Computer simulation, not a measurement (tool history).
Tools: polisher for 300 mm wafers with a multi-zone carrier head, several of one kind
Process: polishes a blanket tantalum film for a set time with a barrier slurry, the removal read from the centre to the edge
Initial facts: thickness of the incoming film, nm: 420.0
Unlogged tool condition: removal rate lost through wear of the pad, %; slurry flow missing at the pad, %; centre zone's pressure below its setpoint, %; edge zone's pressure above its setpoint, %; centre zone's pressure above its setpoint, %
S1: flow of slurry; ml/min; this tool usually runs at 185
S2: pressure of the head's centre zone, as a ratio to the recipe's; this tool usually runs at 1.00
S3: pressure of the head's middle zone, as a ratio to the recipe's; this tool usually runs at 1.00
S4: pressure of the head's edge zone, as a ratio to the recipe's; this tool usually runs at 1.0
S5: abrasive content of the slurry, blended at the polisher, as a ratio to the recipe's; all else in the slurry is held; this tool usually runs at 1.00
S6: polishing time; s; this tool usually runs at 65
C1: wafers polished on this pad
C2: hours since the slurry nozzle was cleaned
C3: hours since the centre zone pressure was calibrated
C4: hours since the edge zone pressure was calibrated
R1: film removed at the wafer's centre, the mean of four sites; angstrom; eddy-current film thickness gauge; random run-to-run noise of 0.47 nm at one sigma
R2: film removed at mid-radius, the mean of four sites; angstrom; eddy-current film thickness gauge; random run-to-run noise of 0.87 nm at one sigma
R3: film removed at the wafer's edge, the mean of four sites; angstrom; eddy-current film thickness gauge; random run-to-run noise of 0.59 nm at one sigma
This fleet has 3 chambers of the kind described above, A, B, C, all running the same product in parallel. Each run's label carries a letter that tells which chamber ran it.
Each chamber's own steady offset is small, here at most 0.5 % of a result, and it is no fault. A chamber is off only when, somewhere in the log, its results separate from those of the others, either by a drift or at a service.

run   hour   S1    S2    S3   S4    S5  S6    C1     C2      C3      C4      R1      R2      R3
 1B   13.5  185  1.00  1.00  1.0  1.00  65   290  310.2   891.3   457.3  774.59  777.99  781.07
 2A   20.9  185  1.00  1.00  1.0  1.00  65   855  261.7   319.3  1086.2  772.56  787.26  776.92
 3C   29.5  185  1.00  1.00  1.0  1.00  65   524  723.7   851.1   747.1  786.04  762.18  784.53
 4B   43.2  185  1.00  1.00  1.0  1.00  65   499  339.9   921.0   487.0  780.92  775.49  782.12
 5A   55.0  145  1.00  1.00  1.0  1.20  65  1094  295.8   353.4  1120.3  768.89  771.08  797.46
      56.8  -- chamber A: worn pad replaced by a new one
 6C   68.5  145  1.00  1.00  1.0  1.20  65   798  762.7   890.1   786.1  781.87  767.57  797.24
 7B   79.7  145  1.00  1.00  1.0  1.20  65   755  376.4   957.5   523.5  776.92  769.23  792.42
      83.3  -- chamber A: edge zone pressure recalibrated
 8A   90.0  185  1.00  1.00  1.0  1.00  65   233  330.8   388.4     6.7  771.51  783.13  783.58
      93.5  -- chamber C: slurry nozzle cleaned
 9C   98.3  185  1.00  1.00  1.0  1.00  65  1007    4.8   919.9   815.9  773.67  751.91  775.10
     101.5  -- chamber B: worn pad replaced by a new one
     104.9  -- chamber C: worn pad replaced by a new one
10A  111.0  185  1.00  1.00  1.0  1.00  65   380  351.8   409.4    27.7  778.47  781.69  775.96
11C  127.3  185  1.00  1.00  1.0  1.00  65   157   33.8   948.9   844.9  783.39  770.76  774.51
12B  143.3  185  1.00  1.00  1.0  1.00  65   293  440.0  1021.1   587.1  771.28  767.34  774.22
13B  158.0  185  1.00  0.91  1.0  0.85  65   396  454.7  1035.8   601.8  748.80  673.22  731.82
     158.9  -- chamber B: centre zone pressure recalibrated
14C  165.7  185  1.00  0.91  1.0  0.85  65   426   72.2   987.3   883.3  745.01  668.14  746.14
15A  173.5  185  1.00  0.91  1.0  0.85  65   819  414.3   471.9    90.2  732.17  675.97  731.42
16A  181.5  185  1.00  1.00  1.0  1.00  65   875  422.3   479.9    98.2  768.20  774.15  785.19
17B  191.4  185  1.00  1.00  1.0  1.00  65   630  488.1    32.6   635.2  778.89  765.22  778.18
     191.9  -- chamber A: slurry nozzle cleaned
18C  198.8  185  1.00  1.00  1.0  1.00  65   659  105.3  1020.4   916.4  770.15  770.58  777.44
     205.6  -- chamber A: worn pad replaced by a new one
19B  214.1  185  1.00  0.90  0.9  1.00  65   790  510.8    55.3   657.9  774.41  694.94  730.46
     219.5  -- chamber B: slurry nozzle cleaned
     225.3  -- chamber B: worn pad replaced by a new one
20C  228.7  185  1.00  0.90  0.9  1.00  65   868  135.2  1050.3   946.3  776.16  703.56  735.90
21A  239.4  185  1.00  0.90  0.9  1.00  65   237   47.5   537.8   156.1  768.30  697.76  734.98
     241.5  -- chamber C: worn pad replaced by a new one
22A  251.6  185  1.00  1.00  1.0  1.00  65   323   59.7   550.0   168.3  779.96  784.16  778.37
23B  260.9  160  1.00  1.00  1.0  1.00  65   249   41.5   102.1   704.7  751.02  762.46  757.67
24C  275.4  160  1.00  1.00  1.0  1.00  65   238  181.9  1097.0   993.0  760.85  759.76  757.03
25B  282.9  160  1.00  1.00  1.0  1.00  65   404   63.5   124.1   726.7  751.46  758.56  772.21
26A  296.8  185  1.00  1.00  1.0  1.00  65   640  104.9   595.2   213.5  771.86  777.51  770.95
27C  312.7  185  1.00  1.00  1.0  1.00  65   499  219.2  1134.3  1030.3  774.50  781.52  779.38
28C  325.9  185  1.00  1.00  1.0  1.00  65   592  232.4  1147.5  1043.5  777.34  780.12  770.61
29A  333.7  185  1.00  0.89  1.0  1.00  65   899  141.8   632.1   250.4  772.92  714.36  776.97
     334.0  -- chamber B: worn pad replaced by a new one
30B  344.7  185  1.00  0.89  1.0  1.00  65    75  125.3   185.9   788.5  778.50  680.97  769.37
31B  355.2  185  1.00  0.89  1.0  1.00  65   148  135.8   196.4   799.0  777.43  709.36  780.21
32A  368.1  185  1.00  1.00  1.0  1.00  65  1140  176.2   666.5   284.8  779.99  778.58  778.28
     371.3  -- chamber C: worn pad replaced by a new one
     372.4  -- chamber A: worn pad replaced by a new one
33C  381.1  185  1.00  1.00  1.0  1.00  65    68  287.6  1202.7  1098.7  781.73  756.10  779.67
34A  391.6  185  1.00  1.00  1.0  1.00  65   135  199.7   690.0   308.3  770.50  772.07  778.95
35B  408.2  185  1.05  1.00  1.0  1.00  65   520  188.8   249.4   852.0  822.81  773.63  781.18

All 3 chambers run these settings next. Forecast each chamber's results:
36A  420.2  220  1.00  1.00  1.0  1.00  65                   ?   ?   ?
36B  420.2  220  1.00  1.00  1.0  1.00  65                   ?   ?   ?
36C  420.2  220  1.00  1.00  1.0  1.00  65                   ?   ?   ?

run      R1      R2      R3
36A  797.68  766.80  791.56
36B  797.66  784.60  788.69
36C  792.49  792.24  777.72

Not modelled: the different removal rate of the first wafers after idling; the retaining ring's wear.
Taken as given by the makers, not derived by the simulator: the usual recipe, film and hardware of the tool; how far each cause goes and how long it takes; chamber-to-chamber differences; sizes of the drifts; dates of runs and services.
